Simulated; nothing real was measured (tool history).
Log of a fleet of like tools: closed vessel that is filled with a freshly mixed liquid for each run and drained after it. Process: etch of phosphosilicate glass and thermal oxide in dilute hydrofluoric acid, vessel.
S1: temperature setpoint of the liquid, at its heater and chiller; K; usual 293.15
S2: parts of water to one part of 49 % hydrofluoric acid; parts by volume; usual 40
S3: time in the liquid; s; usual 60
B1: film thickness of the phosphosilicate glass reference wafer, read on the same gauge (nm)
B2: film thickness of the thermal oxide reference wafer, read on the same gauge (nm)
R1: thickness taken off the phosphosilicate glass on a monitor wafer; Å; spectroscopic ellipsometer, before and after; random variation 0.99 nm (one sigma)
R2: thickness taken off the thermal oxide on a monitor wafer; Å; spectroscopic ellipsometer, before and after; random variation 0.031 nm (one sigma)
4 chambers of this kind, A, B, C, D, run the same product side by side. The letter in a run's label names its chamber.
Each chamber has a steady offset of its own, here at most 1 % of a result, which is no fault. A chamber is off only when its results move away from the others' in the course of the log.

run 1D hour=9.9 | S1=293.15 S2=40 S3=60 | B1=140.01 B2=109.97 | R1=2180.0 R2=62.696
run 2B hour=20.8 | S1=293.15 S2=40 S3=60 | B1=140.01 B2=110.06 | R1=2154.5 R2=62.522
run 3A hour=35.5 | S1=293.15 S2=40 S3=60 | B1=140.01 B2=109.95 | R1=2166.1 R2=62.730
run 4C hour=43.3 | S1=293.15 S2=40 S3=60 | B1=139.98 B2=109.97 | R1=2175.5 R2=62.678
run 5B hour=55.6 | S1=293.15 S2=40 S3=60 | B1=140.00 B2=109.96 | R1=2189.3 R2=63.097
run 6C hour=65.3 | S1=293.15 S2=40 S3=60 | B1=140.02 B2=109.98 | R1=2181.5 R2=63.043
run 7D hour=76.8 | S1=293.15 S2=40 S3=60 | B1=140.02 B2=109.99 | R1=2191.2 R2=63.647
-- hour=81.9 chamber B: thermometer replaced
run 8A hour=91.9 | S1=293.15 S2=40 S3=60 | B1=139.98 B2=109.97 | R1=2154.2 R2=62.114
run 9C hour=104.0 | S1=293.15 S2=40 S3=60 | B1=140.02 B2=110.04 | R1=2201.6 R2=63.118
run 10D hour=114.9 | S1=293.15 S2=40 S3=60 | B1=139.97 B2=110.00 | R1=2175.9 R2=63.162
run 11B hour=123.2 | S1=293.15 S2=40 S3=60 | B1=140.01 B2=109.99 | R1=2169.8 R2=62.928
run 12A hour=136.5 | S1=293.15 S2=40 S3=60 | B1=139.98 B2=110.02 | R1=2167.4 R2=62.766
run 13B hour=146.7 | S1=293.15 S2=40 S3=60 | B1=139.94 B2=110.03 | R1=2161.9 R2=62.871
run 14C hour=161.0 | S1=293.15 S2=40 S3=60 | B1=139.98 B2=110.02 | R1=2192.5 R2=62.805
run 15A hour=175.6 | S1=293.15 S2=40 S3=60 | B1=139.97 B2=110.00 | R1=2163.3 R2=62.308
run 16D hour=182.6 | S1=293.15 S2=40 S3=60 | B1=139.98 B2=109.99 | R1=2181.0 R2=62.870
run 17C hour=193.5 | S1=296.15 S2=30 S3=60 | B1=139.96 B2=110.04 | R1=3365.8 R2=96.586
run 18A hour=200.9 | S1=296.15 S2=30 S3=60 | B1=140.04 B2=110.00 | R1=3337.7 R2=96.379
run 19B hour=208.6 | S1=296.15 S2=30 S3=60 | B1=140.01 B2=110.00 | R1=3339.8 R2=96.689
run 20D hour=222.7 | S1=296.15 S2=30 S3=60 | B1=139.98 B2=110.05 | R1=3339.5 R2=96.856
run 21C hour=234.7 | S1=293.15 S2=40 S3=60 | B1=140.00 B2=110.00 | R1=2169.6 R2=62.920
run 22D hour=248.8 | S1=293.15 S2=40 S3=35 | B1=139.95 B2=109.99 | R1=1271.3 R2=36.718
run 23A hour=259.6 | S1=293.15 S2=40 S3=35 | B1=140.01 B2=110.00 | R1=1269.6 R2=36.686
run 24B hour=268.2 | S1=293.15 S2=40 S3=35 | B1=140.00 B2=110.03 | R1=1261.1 R2=36.455
run 25A hour=278.4 | S1=293.15 S2=40 S3=35 | B1=140.01 B2=110.00 | R1=1259.1 R2=36.518

Is one chamber off against the others, does the gauge drift, or is nothing wrong? If a chamber is off, say which, and what the likeliest cause is.

No chamber stands off beyond its own small offset, and the gauge holds steady.
